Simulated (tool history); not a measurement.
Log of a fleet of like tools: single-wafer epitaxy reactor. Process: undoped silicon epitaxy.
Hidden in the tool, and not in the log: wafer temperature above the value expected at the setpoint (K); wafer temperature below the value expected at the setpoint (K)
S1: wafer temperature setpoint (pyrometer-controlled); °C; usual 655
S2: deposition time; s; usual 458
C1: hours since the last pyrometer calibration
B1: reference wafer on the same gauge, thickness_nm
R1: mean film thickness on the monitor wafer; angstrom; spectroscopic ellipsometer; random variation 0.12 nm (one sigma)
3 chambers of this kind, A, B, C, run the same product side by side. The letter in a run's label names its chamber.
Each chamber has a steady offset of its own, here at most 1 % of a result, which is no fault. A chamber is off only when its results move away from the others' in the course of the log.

run	hour	S1	S2	C1	B1	R1
1A	4.7	655	458	934.6	96.891	856.76
2C	9.7	655	458	183.4	96.874	847.02
3B	12.2	655	458	90.7	96.852	858.85
4B	15.5	655	458	94	96.841	859.86
5C	18.6	655	458	192.3	96.819	849.12
6A	22.6	655	458	952.5	96.806	856.36
7C	26.5	655	458	200.2	96.811	848.59
8A	30.1	655	458	960	96.78	854.93
9B	33.2	655	458	111.7	96.734	859.79
10B	37.3	655	458	115.8	96.746	856.78
11A	39.7	655	458	969.6	96.71	855.7
12C	44.5	655	458	218.2	96.705	847.31
13C	46.9	655	458	220.6	96.699	846.84
14B	51.5	655	458	130	96.673	857.5
15A	55.3	655	458	985.2	96.668	856.19
16B	58.4	655	458	136.9	96.654	857.98
17A	62	655	458	991.9	96.613	853.93
18C	65.8	655	458	239.5	96.604	847.88
19C	71.2	655	458	244.9	96.598	847.5
20A	74	655	458	1003.9	96.583	851.42
21B	77.4	655	517	155.9	96.541	967.17
22A	80	655	517	1009.9	96.545	963.67
23C	82.4	655	517	256.1	96.525	956.63
24B	87.3	655	458	165.8	96.528	857.3
25A	90.4	655	458	1020.3	96.504	853.78
26C	94.3	655	458	268	96.465	845.8
27B	97.8	655	458	176.3	96.477	855.28
28C	102.5	655	418	276.2	96.452	772.3
29A	106.5	655	418	1036.4	96.411	777.38
30B	109.1	655	418	187.6	96.41	782.86
31C	112.2	655	458	285.9	96.422	846.03
32B	114.7	655	458	193.2	96.403	857.01
33A	117.9	655	458	1047.8	96.397	853.1
34A	121.1	655	386	1051	96.383	717.14

Next, every chamber runs the same settings. What will each give?
35A	125	648	458			?
35B	125	648	458			?
35C	125	648	458			?

run	R1
35A	730.79
35B	734.27
35C	725.72
